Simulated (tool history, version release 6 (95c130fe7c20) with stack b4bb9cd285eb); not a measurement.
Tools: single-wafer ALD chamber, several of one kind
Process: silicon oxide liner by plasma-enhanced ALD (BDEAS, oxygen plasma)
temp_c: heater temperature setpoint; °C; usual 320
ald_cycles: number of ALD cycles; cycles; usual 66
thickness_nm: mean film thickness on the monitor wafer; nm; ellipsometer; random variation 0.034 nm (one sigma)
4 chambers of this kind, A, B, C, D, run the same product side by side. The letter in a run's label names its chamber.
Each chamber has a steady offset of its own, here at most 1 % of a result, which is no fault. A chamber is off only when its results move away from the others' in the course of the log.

run,hour,temp_c,ald_cycles,hours since the last thermocouple change,"read-back reference wafer on the same gauge, thickness_nm",thickness_nm
# hour 1.4: chamber A: thermocouple changed; heater temperature recalibrated
1B,11.2,320,66,1743.6,4.8620,5.9467
2C,23.3,320,66,29.3,4.8594,5.9091
3D,35.1,320,66,1076.0,4.8663,6.0109
4A,46.1,320,66,44.7,4.8545,5.8789
5B,55.8,320,66,1788.2,4.8616,5.9573
6D,64.5,320,66,1105.4,4.8638,5.9733
7A,75.7,320,66,74.3,4.8552,5.9259
8C,88.6,320,66,94.6,4.8582,5.9907
9A,99.6,320,66,98.2,4.8590,5.9571
10C,110.9,320,66,116.9,4.8572,5.9356
11D,118.3,320,66,1159.2,4.8587,6.0173
12B,125.4,320,66,1857.8,4.8577,5.9024
13B,133.9,320,66,1866.3,4.8598,5.9782
14A,143.2,320,66,141.8,4.8546,5.9391
15D,151.6,320,66,1192.5,4.8560,6.0064
16C,157.8,320,66,163.8,4.8686,5.9414
17B,170.3,320,66,1902.7,4.8614,5.9537
18A,179.5,320,66,178.1,4.8543,5.8863
19D,189.2,320,66,1230.1,4.8609,6.0509
20C,196.9,307,54,202.9,4.8659,4.9114
21C,203.1,307,54,209.1,4.8600,4.9558
22A,216.4,307,54,215.0,4.8599,4.9178
23D,223.4,307,54,1264.3,4.8542,4.9804
24B,234.6,320,66,1967.0,4.8556,6.0494
25B,247.8,320,66,1980.2,4.8650,6.0013
26D,256.0,320,66,1296.9,4.8564,5.9567
27C,266.2,320,66,272.2,4.8630,5.8993
28A,277.3,329,71,275.9,4.8673,6.3391

All 4 chambers run these settings next. Forecast each chamber's results:
29A,286.9,320,66,,,?
29B,286.9,320,66,,,?
29C,286.9,320,66,,,?
29D,286.9,320,66,,,?

run,thickness_nm
29A,5.9798
29B,5.9810
29C,6.0128
29D,6.0132

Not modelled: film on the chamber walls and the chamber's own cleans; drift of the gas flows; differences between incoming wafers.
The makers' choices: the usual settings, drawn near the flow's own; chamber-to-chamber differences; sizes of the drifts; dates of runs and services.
